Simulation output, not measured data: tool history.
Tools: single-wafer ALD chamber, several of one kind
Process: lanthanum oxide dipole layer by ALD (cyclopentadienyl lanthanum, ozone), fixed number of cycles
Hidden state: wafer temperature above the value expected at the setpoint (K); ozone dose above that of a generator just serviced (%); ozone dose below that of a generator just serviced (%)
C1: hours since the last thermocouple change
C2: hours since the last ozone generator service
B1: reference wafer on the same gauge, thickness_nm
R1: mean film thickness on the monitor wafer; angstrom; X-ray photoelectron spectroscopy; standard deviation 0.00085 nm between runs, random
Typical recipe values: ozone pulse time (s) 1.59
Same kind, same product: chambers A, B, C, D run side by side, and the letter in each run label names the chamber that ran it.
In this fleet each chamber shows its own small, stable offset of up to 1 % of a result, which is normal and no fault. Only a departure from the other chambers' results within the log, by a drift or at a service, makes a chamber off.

{"run": "1A", "hour": 13.6, "ozone pulse time (s)": 1.59, "C1": 1749.5, "C2": 158.2, "B1": 0.55272, "R1": 5.4937}
{"run": "2C", "hour": 24.0, "ozone pulse time (s)": 1.59, "C1": 1633.5, "C2": 760.2, "B1": 0.55254, "R1": 5.5887}
{"run": "3B", "hour": 34.9, "ozone pulse time (s)": 1.59, "C1": 1024.1, "C2": 772.8, "B1": 0.55246, "R1": 5.5853}
{"run": "4D", "hour": 45.8, "ozone pulse time (s)": 1.59, "C1": 525.8, "C2": 510.5, "B1": 0.55254, "R1": 5.4987}
{"run": "5B", "hour": 52.8, "ozone pulse time (s)": 1.37, "C1": 1042.0, "C2": 790.7, "B1": 0.55214, "R1": 5.4423}
{"run": "6C", "hour": 60.1, "ozone pulse time (s)": 1.37, "C1": 1669.6, "C2": 796.3, "B1": 0.55219, "R1": 5.4418}
{"run": "7D", "hour": 70.6, "ozone pulse time (s)": 1.37, "C1": 550.6, "C2": 535.3, "B1": 0.55206, "R1": 5.3859}
{"run": "8A", "hour": 86.3, "ozone pulse time (s)": 1.37, "C1": 1822.2, "C2": 230.9, "B1": 0.55177, "R1": 5.3503}
{"run": "9C", "hour": 93.6, "ozone pulse time (s)": 1.59, "C1": 1703.1, "C2": 829.8, "B1": 0.55187, "R1": 5.5799}
{"run": "10B", "hour": 101.6, "ozone pulse time (s)": 1.59, "C1": 1090.8, "C2": 839.5, "B1": 0.55166, "R1": 5.5745}
{"run": "11D", "hour": 109.6, "ozone pulse time (s)": 1.59, "C1": 589.6, "C2": 574.3, "B1": 0.55133, "R1": 5.4981}
{"run": "12A", "hour": 118.6, "ozone pulse time (s)": 1.59, "C1": 1854.5, "C2": 263.2, "B1": 0.5518, "R1": 5.4926}
{"run": "13B", "hour": 125.9, "ozone pulse time (s)": 1.59, "C1": 1115.1, "C2": 863.8, "B1": 0.55148, "R1": 5.5622}
{"run": "14C", "hour": 138.1, "ozone pulse time (s)": 1.28, "C1": 1747.6, "C2": 874.3, "B1": 0.55124, "R1": 5.3909}
{"hour": 147.6, "done": "chamber A: thermocouple changed; heater temperature recalibrated"}
{"run": "15A", "hour": 149.6, "ozone pulse time (s)": 1.28, "C1": 2.0, "C2": 294.2, "B1": 0.55116, "R1": 5.2723}
{"run": "16D", "hour": 159.9, "ozone pulse time (s)": 1.28, "C1": 639.9, "C2": 624.6, "B1": 0.55092, "R1": 5.2876}
{"run": "17B", "hour": 174.7, "ozone pulse time (s)": 1.28, "C1": 1163.9, "C2": 912.6, "B1": 0.5509, "R1": 5.3456}
{"run": "18C", "hour": 186.4, "ozone pulse time (s)": 1.59, "C1": 1795.9, "C2": 922.6, "B1": 0.55059, "R1": 5.5751}
{"run": "19D", "hour": 199.3, "ozone pulse time (s)": 1.59, "C1": 679.3, "C2": 664.0, "B1": 0.5503, "R1": 5.4933}
{"run": "20A", "hour": 214.3, "ozone pulse time (s)": 1.59, "C1": 66.7, "C2": 358.9, "B1": 0.55047, "R1": 5.4756}
{"run": "21A", "hour": 228.4, "ozone pulse time (s)": 1.59, "C1": 80.8, "C2": 373.0, "B1": 0.55027, "R1": 5.491}
{"run": "22C", "hour": 241.4, "ozone pulse time (s)": 2.21, "C1": 1850.9, "C2": 977.6, "B1": 0.55017, "R1": 5.7453}
{"run": "23B", "hour": 250.6, "ozone pulse time (s)": 2.21, "C1": 1239.8, "C2": 988.5, "B1": 0.55013, "R1": 5.7058}
{"run": "24D", "hour": 260.0, "ozone pulse time (s)": 2.21, "C1": 740.0, "C2": 724.7, "B1": 0.54967, "R1": 5.6458}
{"run": "25D", "hour": 272.3, "ozone pulse time (s)": 2.21, "C1": 752.3, "C2": 737.0, "B1": 0.54953, "R1": 5.6547}

Next, all 4 chambers run the settings below, one line each with question marks for the results. What does each chamber give?
{"run": "26A", "hour": 283.8, "ozone pulse time (s)": 1.59, "R1": "?"}
{"run": "26B", "hour": 283.8, "ozone pulse time (s)": 1.59, "R1": "?"}
{"run": "26C", "hour": 283.8, "ozone pulse time (s)": 1.59, "R1": "?"}
{"run": "26D", "hour": 283.8, "ozone pulse time (s)": 1.59, "R1": "?"}

run=26A R1=5.4606
run=26B R1=5.5476
run=26C R1=5.5529
run=26D R1=5.4872
